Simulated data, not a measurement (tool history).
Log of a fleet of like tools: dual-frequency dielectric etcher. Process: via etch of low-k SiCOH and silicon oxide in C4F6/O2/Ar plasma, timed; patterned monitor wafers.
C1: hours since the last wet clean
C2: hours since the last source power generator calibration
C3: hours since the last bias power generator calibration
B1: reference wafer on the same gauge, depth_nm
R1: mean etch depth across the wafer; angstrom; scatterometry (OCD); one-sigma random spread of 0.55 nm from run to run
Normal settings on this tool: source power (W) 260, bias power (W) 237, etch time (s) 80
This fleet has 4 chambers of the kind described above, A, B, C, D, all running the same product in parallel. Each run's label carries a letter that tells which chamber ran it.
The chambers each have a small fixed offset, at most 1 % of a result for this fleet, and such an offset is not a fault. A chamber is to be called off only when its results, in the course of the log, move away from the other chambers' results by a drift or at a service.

Run 1B, hour 8.8: usual settings; C1 177; C2 3412.7; C3 528.7; B1 187.95. Result: R1 2076.7 angstrom.
Run 2A, hour 22: usual settings; C1 259.8; C2 133.5; C3 2596.2; B1 187.89. Result: R1 2082.6 angstrom.
At hour 32.5: chamber C: wet clean of the chamber.
Run 3C, hour 33.7: usual settings; C1 1.3; C2 1711; C3 528.4; B1 188.05. Result: R1 2067.1 angstrom.
Run 4D, hour 40.6: usual settings; C1 131.6; C2 2030.4; C3 1312.4; B1 187.9. Result: R1 2065.9 angstrom.
Run 5D, hour 52.3: usual settings but bias power (W) 189; C1 143.3; C2 2042.1; C3 1324.1; B1 188.02. Result: R1 1907.1 angstrom.
Run 6C, hour 60.2: usual settings but bias power (W) 189; C1 27.8; C2 1737.5; C3 554.9; B1 188.14. Result: R1 1906 angstrom.
Run 7A, hour 68: usual settings but bias power (W) 189; C1 305.8; C2 179.5; C3 2642.2; B1 188. Result: R1 1938.8 angstrom.
Run 8B, hour 77.8: usual settings but bias power (W) 189; C1 246; C2 3481.7; C3 597.7; B1 187.92. Result: R1 1926.6 angstrom.
Run 9A, hour 89.9: usual settings; C1 327.7; C2 201.4; C3 2664.1; B1 188.04. Result: R1 2078.5 angstrom.
Run 10C, hour 97.6: usual settings; C1 65.2; C2 1774.9; C3 592.3; B1 187.98. Result: R1 2057.7 angstrom.
Run 11D, hour 106.1: usual settings; C1 197.1; C2 2095.9; C3 1377.9; B1 188.05. Result: R1 2059.4 angstrom.
Run 12B, hour 119.2: usual settings; C1 287.4; C2 3523.1; C3 639.1; B1 187.98. Result: R1 2086 angstrom.
Run 13C, hour 129.8: usual settings but source power (W) 300, bias power (W) 292; C1 97.4; C2 1807.1; C3 624.5; B1 188.1. Result: R1 2341.9 angstrom.
Run 14D, hour 141: usual settings but source power (W) 300, bias power (W) 292; C1 232; C2 2130.8; C3 1412.8; B1 187.98. Result: R1 2337.8 angstrom.
Run 15A, hour 148.8: usual settings but source power (W) 300, bias power (W) 292; C1 386.6; C2 260.3; C3 2723; B1 187.91. Result: R1 2360 angstrom.
Run 16B, hour 161.4: usual settings but source power (W) 300, bias power (W) 292; C1 329.6; C2 3565.3; C3 681.3; B1 188.09. Result: R1 2360.2 angstrom.
Run 17A, hour 173.9: usual settings; C1 411.7; C2 285.4; C3 2748.1; B1 187.97. Result: R1 2083 angstrom.
At hour 176.8: chamber A: wet clean of the chamber.
Run 18B, hour 187.5: usual settings; C1 355.7; C2 3591.4; C3 707.4; B1 188.17. Result: R1 2074.4 angstrom.
Run 19D, hour 196.4: usual settings; C1 287.4; C2 2186.2; C3 1468.2; B1 188.1. Result: R1 2065.7 angstrom.
Run 20C, hour 206.2: usual settings; C1 173.8; C2 1883.5; C3 700.9; B1 187.95. Result: R1 2054 angstrom.
At hour 206.6: chamber B: wet clean of the chamber.
Run 21D, hour 216.2: usual settings; C1 307.2; C2 2206; C3 1488; B1 188.04. Result: R1 2067.6 angstrom.
Run 22A, hour 225.1: usual settings; C1 48.3; C2 336.6; C3 2799.3; B1 188.01. Result: R1 2079.3 angstrom.
Run 23B, hour 232.7: usual settings but source power (W) 220; C1 26.2; C2 3636.6; C3 752.6; B1 187.99. Result: R1 1884.6 angstrom.
Run 24C, hour 245.7: usual settings but source power (W) 220; C1 213.3; C2 1923; C3 740.4; B1 188.1. Result: R1 1943.6 angstrom.
Run 25A, hour 255.4: usual settings but source power (W) 220; C1 78.6; C2 366.9; C3 2829.6; B1 187.97. Result: R1 1966.1 angstrom.
Run 26B, hour 268.4: usual settings but source power (W) 220; C1 61.9; C2 3672.3; C3 788.3; B1 188.09. Result: R1 1876.7 angstrom.
Run 27D, hour 280.9: usual settings; C1 371.9; C2 2270.7; C3 1552.7; B1 187.99. Result: R1 2065.4 angstrom.
Run 28C, hour 291.8: usual settings; C1 259.4; C2 1969.1; C3 786.5; B1 188.09. Result: R1 2054.4 angstrom.
Run 29B, hour 301.8: usual settings; C1 95.3; C2 3705.7; C3 821.7; B1 187.93. Result: R1 2004 angstrom.
Run 30C, hour 309.2: usual settings; C1 276.8; C2 1986.5; C3 803.9; B1 187.96. Result: R1 2067.8 angstrom.
Run 31D, hour 315.5: usual settings; C1 406.5; C2 2305.3; C3 1587.3; B1 188.04. Result: R1 2056.1 angstrom.
Run 32A, hour 325.7: usual settings; C1 148.9; C2 437.2; C3 2899.9; B1 187.92. Result: R1 2091.7 angstrom.
Run 33B, hour 332.1: usual settings but bias power (W) 202, etch time (s) 69.5; C1 125.6; C2 3736; C3 852; B1 188.05. Result: R1 1651.7 angstrom.
Run 34D, hour 339.4: usual settings but bias power (W) 202, etch time (s) 69.5; C1 430.4; C2 2329.2; C3 1611.2; B1 187.82. Result: R1 1696.9 angstrom.
Run 35A, hour 348.6: usual settings but bias power (W) 202, etch time (s) 69.5; C1 171.8; C2 460.1; C3 2922.8; B1 187.88. Result: R1 1720.8 angstrom.
At hour 351.6: chamber D: wet clean of the chamber.
Run 36C, hour 355.1: usual settings but bias power (W) 202, etch time (s) 69.5; C1 322.7; C2 2032.4; C3 849.8; B1 188.04. Result: R1 1700.6 angstrom.
Run 37B, hour 364.9: usual settings; C1 158.4; C2 3768.8; C3 884.8; B1 188.03. Result: R1 1995.3 angstrom.
Run 38C, hour 375.8: usual settings; C1 343.4; C2 2053.1; C3 870.5; B1 188.14. Result: R1 2060.4 angstrom.
Run 39A, hour 386.5: usual settings; C1 209.7; C2 498; C3 2960.7; B1 187.9. Result: R1 2081.3 angstrom.
Run 40D, hour 393.1: usual settings; C1 41.5; C2 2382.9; C3 1664.9; B1 187.99. Result: R1 2059 angstrom.

Predict what each chamber gives when all 4 of them run the settings below next.
Run 41A, hour 402.8: usual settings. Result: R1 ?.
Run 41B, hour 402.8: usual settings. Result: R1 ?.
Run 41C, hour 402.8: usual settings. Result: R1 ?.
Run 41D, hour 402.8: usual settings. Result: R1 ?.

run      R1
41A  2086.3
41B  1998.9
41C  2061.7
41D  2066.9

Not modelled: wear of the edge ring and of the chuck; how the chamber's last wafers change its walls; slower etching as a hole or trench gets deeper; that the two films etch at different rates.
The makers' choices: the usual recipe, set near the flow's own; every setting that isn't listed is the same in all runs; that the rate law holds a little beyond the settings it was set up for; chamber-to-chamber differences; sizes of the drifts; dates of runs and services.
